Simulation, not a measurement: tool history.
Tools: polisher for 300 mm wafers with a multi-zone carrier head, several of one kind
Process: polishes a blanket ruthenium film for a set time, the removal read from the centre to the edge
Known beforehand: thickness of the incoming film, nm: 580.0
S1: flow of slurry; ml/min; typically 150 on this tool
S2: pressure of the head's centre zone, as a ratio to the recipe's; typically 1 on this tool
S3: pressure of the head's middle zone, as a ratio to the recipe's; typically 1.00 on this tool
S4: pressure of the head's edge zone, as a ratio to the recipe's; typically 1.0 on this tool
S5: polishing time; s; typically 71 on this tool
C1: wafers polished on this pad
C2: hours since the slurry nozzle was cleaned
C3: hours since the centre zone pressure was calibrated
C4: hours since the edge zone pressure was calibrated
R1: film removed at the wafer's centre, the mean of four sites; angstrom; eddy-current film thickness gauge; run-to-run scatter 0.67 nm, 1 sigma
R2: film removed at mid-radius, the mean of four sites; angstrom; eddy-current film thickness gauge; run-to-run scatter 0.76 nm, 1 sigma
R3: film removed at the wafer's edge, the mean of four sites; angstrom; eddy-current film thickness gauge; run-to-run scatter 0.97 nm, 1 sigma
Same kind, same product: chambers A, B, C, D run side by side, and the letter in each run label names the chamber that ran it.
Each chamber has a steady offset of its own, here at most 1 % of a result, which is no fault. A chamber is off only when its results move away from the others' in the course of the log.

run   hour   S1  S2    S3   S4  S5    C1     C2     C3     C4      R1      R2      R3
 1C    4.7  150   1  1.00  1.0  71   437  322.2  537.7  342.0  733.83  757.93  760.41
 2B   10.0  150   1  1.00  1.0  71   777  293.8  576.7  423.4  747.84  747.12  744.49
 3A   12.9  150   1  1.00  1.0  71   168   31.3  841.5  666.1  747.73  737.70  750.64
 4D   18.6  150   1  1.00  1.0  71   679  222.9   36.1  286.2  750.17  754.66  768.18
 5B   22.0  150   1  1.00  1.0  51   872  305.8  588.7  435.4  536.37  552.30  543.62
 6C   26.0  150   1  1.00  1.0  51   604  343.5  559.0  363.3  545.77  542.16  533.23
      26.7  -- chamber B: worn pad replaced by a new one
 7D   30.6  150   1  1.00  1.0  51   773  234.9   48.1  298.2  546.97  550.52  552.85
 8A   36.9  150   1  1.00  1.0  51   357   55.3  865.5  690.1  531.63  549.96  542.56
      40.4  -- chamber C: slurry nozzle cleaned
 9C   40.5  135   1  1.00  0.9  71   719    0.2  573.5  377.8  734.06  735.14  687.10
10A   44.0  135   1  1.00  0.9  71   413   62.4  872.6  697.2  727.42  722.04  703.50
11B   48.0  135   1  1.00  0.9  71   168  331.8  614.7  461.4  734.76  747.24  681.49
12D   53.0  135   1  1.00  0.9  71   950  257.3   70.5  320.6  748.93  742.83  699.22
13C   58.5  150   1  1.00  1.0  71   860   18.2  591.5  395.8  756.08  733.13  739.15
14A   64.0  150   1  1.00  1.0  71   570   82.4  892.6  717.2  738.57  751.14  765.80
      67.1  -- chamber A: edge zone pressure recalibrated
15D   69.0  150   1  1.00  1.0  71  1076  273.3   86.5  336.6  744.05  745.76  747.99
16B   72.0  150   1  1.00  1.0  71   357  355.8  638.7  485.4  750.05  753.63  756.95
      73.4  -- chamber C: worn pad replaced by a new one
17D   75.6  150   1  1.00  1.0  71  1128  279.9   93.1  343.2  744.45  770.04  756.49
      81.1  -- chamber A: worn pad replaced by a new one
18B   81.5  150   1  1.00  1.0  71   432  365.3  648.2  494.9  753.21  756.90  748.64
      84.6  -- chamber D: worn pad replaced by a new one
19A   86.1  150   1  1.06  1.0  51    39  104.5  914.7   19.0  536.64  578.34  544.77
20C   90.5  150   1  1.06  1.0  51   135   50.2  623.5  427.8  539.88  564.83  543.39
21A   96.2  150   1  1.06  1.0  51   119  114.6  924.8   29.1  530.22  573.49  546.77
22C  102.4  150   1  1.06  1.0  51   229   62.1  635.4  439.7  530.97  561.89  543.70
23B  106.8  150   1  1.00  1.0  71   631  390.6  673.5  520.2  739.99  761.50  759.18
24D  112.2  150   1  1.10  1.0  63   218  316.5  129.7  379.8  668.27  742.53  654.22
25B  118.7  150   1  1.10  1.0  63   725  402.5  685.4  532.1  673.46  714.92  668.41
26D  123.2  150   1  1.10  1.0  63   304  327.5  140.7  390.8  675.27  741.68  666.58
27A  126.6  150   1  1.10  1.0  63   358  145.0  955.2   59.5  656.18  734.42  644.41
28C  131.5  150   1  1.00  1.0  71   458   91.2  664.5  468.8  737.51  747.56  746.44
29D  135.6  110   1  1.00  1.0  71   402  339.9  153.1  403.2  688.00  717.01  710.69

All 4 chambers run these settings next. Forecast each chamber's results:
30A  140.4  150   1  1.00  1.0  56                   ?   ?   ?
30B  140.4  150   1  1.00  1.0  56                   ?   ?   ?
30C  140.4  150   1  1.00  1.0  56                   ?   ?   ?
30D  140.4  150   1  1.00  1.0  56                   ?   ?   ?

run      R1      R2      R3
30A  592.50  600.62  580.67
30B  592.71  593.93  593.00
30C  585.47  588.78  587.18
30D  597.94  604.57  599.72
